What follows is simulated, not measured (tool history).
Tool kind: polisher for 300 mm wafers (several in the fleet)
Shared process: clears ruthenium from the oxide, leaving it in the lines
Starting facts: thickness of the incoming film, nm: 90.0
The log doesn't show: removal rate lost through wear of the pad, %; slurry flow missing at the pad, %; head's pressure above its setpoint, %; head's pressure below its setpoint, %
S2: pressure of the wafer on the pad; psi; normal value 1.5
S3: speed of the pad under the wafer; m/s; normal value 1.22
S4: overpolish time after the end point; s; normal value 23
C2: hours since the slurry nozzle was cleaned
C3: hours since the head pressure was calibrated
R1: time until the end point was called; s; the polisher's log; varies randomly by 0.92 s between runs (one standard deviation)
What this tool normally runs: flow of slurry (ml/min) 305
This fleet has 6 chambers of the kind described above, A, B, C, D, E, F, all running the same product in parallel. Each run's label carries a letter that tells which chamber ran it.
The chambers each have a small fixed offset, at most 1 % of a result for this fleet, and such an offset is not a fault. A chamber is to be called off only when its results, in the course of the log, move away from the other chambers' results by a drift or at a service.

{"run": "1D", "hour": 6.6, "flow of slurry (ml/min)": 305, "S2": 1.5, "S3": 1.22, "S4": 23, "wafers polished on this pad": 453, "C2": 345.2, "C3": 557.1, "R1": 79.338}
{"hour": 7.7, "done": "chamber A: worn pad replaced by a new one"}
{"run": "2B", "hour": 14.4, "flow of slurry (ml/min)": 305, "S2": 1.5, "S3": 1.22, "S4": 23, "wafers polished on this pad": 350, "C2": 190.4, "C3": 399.7, "R1": 81.2}
{"run": "3E", "hour": 22.3, "flow of slurry (ml/min)": 305, "S2": 1.5, "S3": 1.22, "S4": 23, "wafers polished on this pad": 686, "C2": 281.7, "C3": 172.1, "R1": 81.24}
{"run": "4A", "hour": 31.1, "flow of slurry (ml/min)": 305, "S2": 1.5, "S3": 1.22, "S4": 23, "wafers polished on this pad": 184, "C2": 824.4, "C3": 299.8, "R1": 81.427}
{"hour": 41.6, "done": "chamber D: worn pad replaced by a new one"}
{"run": "5C", "hour": 44.5, "flow of slurry (ml/min)": 400, "S2": 1.5, "S3": 1.22, "S4": 23, "wafers polished on this pad": 743, "C2": 261.8, "C3": 206.9, "R1": 77.793}
{"run": "6F", "hour": 53.3, "flow of slurry (ml/min)": 400, "S2": 1.5, "S3": 1.22, "S4": 23, "wafers polished on this pad": 809, "C2": 273.2, "C3": 252.5, "R1": 78.038}
{"hour": 56.6, "done": "chamber E: worn pad replaced by a new one"}
{"hour": 63.7, "done": "chamber B: slurry nozzle cleaned"}
{"run": "7A", "hour": 66.4, "flow of slurry (ml/min)": 400, "S2": 1.5, "S3": 1.22, "S4": 23, "wafers polished on this pad": 462, "C2": 859.7, "C3": 335.1, "R1": 78.04}
{"run": "8F", "hour": 73.2, "flow of slurry (ml/min)": 400, "S2": 1.5, "S3": 1.22, "S4": 23, "wafers polished on this pad": 965, "C2": 293.1, "C3": 272.4, "R1": 76.909}
{"hour": 76.1, "done": "chamber B: worn pad replaced by a new one"}
{"run": "9B", "hour": 88.4, "flow of slurry (ml/min)": 400, "S2": 1.5, "S3": 1.22, "S4": 23, "wafers polished on this pad": 97, "C2": 24.7, "C3": 473.7, "R1": 76.956}
{"hour": 98.7, "done": "chamber A: slurry nozzle cleaned"}
{"run": "10D", "hour": 103.7, "flow of slurry (ml/min)": 400, "S2": 1.5, "S3": 1.22, "S4": 23, "wafers polished on this pad": 489, "C2": 442.3, "C3": 654.2, "R1": 78.82}
{"hour": 110.8, "done": "chamber D: slurry nozzle cleaned"}
{"hour": 114.8, "done": "chamber A: worn pad replaced by a new one"}
{"run": "11C", "hour": 115.8, "flow of slurry (ml/min)": 305, "S2": 1.1, "S3": 1.22, "S4": 35, "wafers polished on this pad": 1305, "C2": 333.1, "C3": 278.2, "R1": 111.2}
{"hour": 119.9, "done": "chamber D: worn pad replaced by a new one"}
{"run": "12E", "hour": 124.5, "flow of slurry (ml/min)": 305, "S2": 1.1, "S3": 1.22, "S4": 35, "wafers polished on this pad": 535, "C2": 383.9, "C3": 274.3, "R1": 108.87}
{"hour": 134.3, "done": "chamber F: worn pad replaced by a new one"}
{"run": "13E", "hour": 135.6, "flow of slurry (ml/min)": 305, "S2": 1.1, "S3": 1.22, "S4": 35, "wafers polished on this pad": 622, "C2": 395, "C3": 285.4, "R1": 109.11}
{"run": "14D", "hour": 143.3, "flow of slurry (ml/min)": 305, "S2": 1.1, "S3": 1.22, "S4": 35, "wafers polished on this pad": 184, "C2": 32.5, "C3": 693.8, "R1": 111.53}
{"hour": 145.2, "done": "chamber F: slurry nozzle cleaned"}
{"run": "15A", "hour": 150.4, "flow of slurry (ml/min)": 305, "S2": 1.1, "S3": 1.22, "S4": 35, "wafers polished on this pad": 280, "C2": 51.7, "C3": 419.1, "R1": 110.36}
{"run": "16C", "hour": 165.1, "flow of slurry (ml/min)": 305, "S2": 1.1, "S3": 1.22, "S4": 35, "wafers polished on this pad": 1693, "C2": 382.4, "C3": 327.5, "R1": 110.42}
{"hour": 166.5, "done": "chamber D: head pressure recalibrated"}
{"hour": 177.3, "done": "chamber E: worn pad replaced by a new one"}
{"run": "17F", "hour": 178.7, "flow of slurry (ml/min)": 305, "S2": 1.5, "S3": 1.22, "S4": 23, "wafers polished on this pad": 349, "C2": 33.6, "C3": 377.9, "R1": 78.805}
{"run": "18B", "hour": 192.1, "flow of slurry (ml/min)": 305, "S2": 1.5, "S3": 1.22, "S4": 23, "wafers polished on this pad": 913, "C2": 128.4, "C3": 577.4, "R1": 80.916}
{"hour": 194.3, "done": "chamber B: worn pad replaced by a new one"}
{"run": "19C", "hour": 206.7, "flow of slurry (ml/min)": 245, "S2": 1.5, "S3": 1.22, "S4": 17, "wafers polished on this pad": 2021, "C2": 424, "C3": 369.1, "R1": 80.776}
{"hour": 209.9, "done": "chamber A: worn pad replaced by a new one"}
{"hour": 210.8, "done": "chamber E: head pressure recalibrated"}
{"run": "20B", "hour": 216.8, "flow of slurry (ml/min)": 245, "S2": 1.5, "S3": 1.22, "S4": 17, "wafers polished on this pad": 177, "C2": 153.1, "C3": 602.1, "R1": 82.89}
{"hour": 223.3, "done": "chamber D: worn pad replaced by a new one"}
{"run": "21F", "hour": 230.9, "flow of slurry (ml/min)": 245, "S2": 1.5, "S3": 1.22, "S4": 17, "wafers polished on this pad": 760, "C2": 85.8, "C3": 430.1, "R1": 81.285}
{"hour": 236.7, "done": "chamber B: head pressure recalibrated"}
{"run": "22D", "hour": 244.2, "flow of slurry (ml/min)": 245, "S2": 1.5, "S3": 1.22, "S4": 17, "wafers polished on this pad": 165, "C2": 133.4, "C3": 77.8, "R1": 80.207}
{"run": "23E", "hour": 256.5, "flow of slurry (ml/min)": 245, "S2": 1.5, "S3": 1.22, "S4": 17, "wafers polished on this pad": 623, "C2": 515.9, "C3": 45.7, "R1": 81.31}
{"run": "24A", "hour": 266.7, "flow of slurry (ml/min)": 245, "S2": 1.5, "S3": 1.22, "S4": 17, "wafers polished on this pad": 447, "C2": 168, "C3": 535.4, "R1": 80.626}
{"hour": 271.4, "done": "chamber C: head pressure recalibrated"}
{"run": "25A", "hour": 273.7, "flow of slurry (ml/min)": 305, "S2": 1.5, "S3": 1.22, "S4": 23, "wafers polished on this pad": 502, "C2": 175, "C3": 542.4, "R1": 79.624}
{"hour": 281.8, "done": "chamber B: slurry nozzle cleaned"}
{"run": "26F", "hour": 282.0, "flow of slurry (ml/min)": 305, "S2": 1.5, "S3": 1.22, "S4": 23, "wafers polished on this pad": 1163, "C2": 136.9, "C3": 481.2, "R1": 80.222}
{"run": "27D", "hour": 296.7, "flow of slurry (ml/min)": 305, "S2": 1.5, "S3": 1.22, "S4": 23, "wafers polished on this pad": 578, "C2": 185.9, "C3": 130.3, "R1": 80.577}
{"hour": 300.1, "done": "chamber A: worn pad replaced by a new one"}
{"hour": 301.3, "done": "chamber B: worn pad replaced by a new one"}
{"hour": 301.3, "done": "chamber E: worn pad replaced by a new one"}
{"run": "28B", "hour": 307.2, "flow of slurry (ml/min)": 305, "S2": 1.5, "S3": 1.22, "S4": 23, "wafers polished on this pad": 46, "C2": 25.5, "C3": 70.6, "R1": 79.708}
{"hour": 312.3, "done": "chamber D: worn pad replaced by a new one"}
{"run": "29E", "hour": 320.0, "flow of slurry (ml/min)": 305, "S2": 1.5, "S3": 1.22, "S4": 23, "wafers polished on this pad": 147, "C2": 579.4, "C3": 109.2, "R1": 79.647}
{"hour": 323.6, "done": "chamber F: worn pad replaced by a new one"}
{"run": "30C", "hour": 331.3, "flow of slurry (ml/min)": 305, "S2": 1.5, "S3": 1.22, "S4": 23, "wafers polished on this pad": 3002, "C2": 548.6, "C3": 59.9, "R1": 82.744}
{"run": "31C", "hour": 344.4, "flow of slurry (ml/min)": 305, "S2": 1.3, "S3": 1.22, "S4": 23, "wafers polished on this pad": 3105, "C2": 561.7, "C3": 73, "R1": 97.296}
{"run": "32E", "hour": 356.5, "flow of slurry (ml/min)": 305, "S2": 1.3, "S3": 1.22, "S4": 23, "wafers polished on this pad": 434, "C2": 615.9, "C3": 145.7, "R1": 91.059}
{"run": "33F", "hour": 366.8, "flow of slurry (ml/min)": 305, "S2": 1.3, "S3": 1.22, "S4": 23, "wafers polished on this pad": 340, "C2": 221.7, "C3": 566, "R1": 92.427}
{"run": "34B", "hour": 375.2, "flow of slurry (ml/min)": 305, "S2": 1.3, "S3": 1.22, "S4": 23, "wafers polished on this pad": 582, "C2": 93.5, "C3": 138.6, "R1": 93.07}
{"run": "35A", "hour": 389.2, "flow of slurry (ml/min)": 305, "S2": 1.3, "S3": 1.22, "S4": 23, "wafers polished on this pad": 701, "C2": 290.5, "C3": 657.9, "R1": 91.241}
{"hour": 391.9, "done": "chamber D: worn pad replaced by a new one"}
{"hour": 392.5, "done": "chamber A: head pressure recalibrated"}
{"hour": 396.7, "done": "chamber A: worn pad replaced by a new one"}
{"hour": 397.9, "done": "chamber C: slurry nozzle cleaned"}
{"run": "36D", "hour": 398.3, "flow of slurry (ml/min)": 305, "S2": 1.3, "S3": 1.22, "S4": 23, "wafers polished on this pad": 50, "C2": 287.5, "C3": 231.9, "R1": 91.109}
{"run": "37A", "hour": 405.8, "flow of slurry (ml/min)": 305, "S2": 1.5, "S3": 1.22, "S4": 23, "wafers polished on this pad": 71, "C2": 307.1, "C3": 13.4, "R1": 78.854}
{"run": "38D", "hour": 417.3, "flow of slurry (ml/min)": 305, "S2": 1.5, "S3": 1.22, "S4": 23, "wafers polished on this pad": 200, "C2": 306.5, "C3": 250.9, "R1": 79.253}
{"run": "39C", "hour": 430.7, "flow of slurry (ml/min)": 305, "S2": 1.5, "S3": 1.02, "S4": 23, "wafers polished on this pad": 3784, "C2": 32.9, "C3": 159.3, "R1": 100.91}
{"hour": 432.2, "done": "chamber E: worn pad replaced by a new one"}
{"run": "40F", "hour": 444.3, "flow of slurry (ml/min)": 305, "S2": 1.5, "S3": 1.02, "S4": 23, "wafers polished on this pad": 950, "C2": 299.2, "C3": 643.5, "R1": 94.067}
{"run": "41E", "hour": 451.5, "flow of slurry (ml/min)": 305, "S2": 1.5, "S3": 1.02, "S4": 23, "wafers polished on this pad": 152, "C2": 710.9, "C3": 240.7, "R1": 96.876}

One chamber off, gauge drift, or nothing amiss beyond the chambers' own small offsets? If it is a chamber, which one, and what is the likeliest cause?

Little by little, chamber C moves away from the other chambers.
What lies behind it: removal rate lost through wear of the pad, % = 6.25.

Below are 4 candidate recipes for chamber C's next run, each the usual settings with a change, their results shown as question marks. Which of them brings C's results back in line with what the other chambers give on the usual settings?
Allowed miss from the other chambers' usual-settings mean, per result, to count as in line: R1 3.2 s
{"run": "42C-1", "hour": 462.4, "flow of slurry (ml/min)": 185, "S2": 1.5, "S3": 1.22, "S4": 23, "R1": "?"}
{"run": "42C-2", "hour": 462.4, "flow of slurry (ml/min)": 305, "S2": 1.6, "S3": 1.22, "S4": 23, "R1": "?"}
{"run": "42C-3", "hour": 462.4, "flow of slurry (ml/min)": 300, "S2": 1.5, "S3": 1.06, "S4": 23, "R1": "?"}
{"run": "42C-4", "hour": 462.4, "flow of slurry (ml/min)": 310, "S2": 1.5, "S3": 1.38, "S4": 23, "R1": "?"}

Usual-settings mean across the other chambers: R1 79.792 s
run=42C-1 R1=89.415
run=42C-2 R1=79.05
run=42C-3 R1=97.325
run=42C-4 R1=74.424
The right change is 42C-2: it brings the chamber back within the allowed miss of the others.
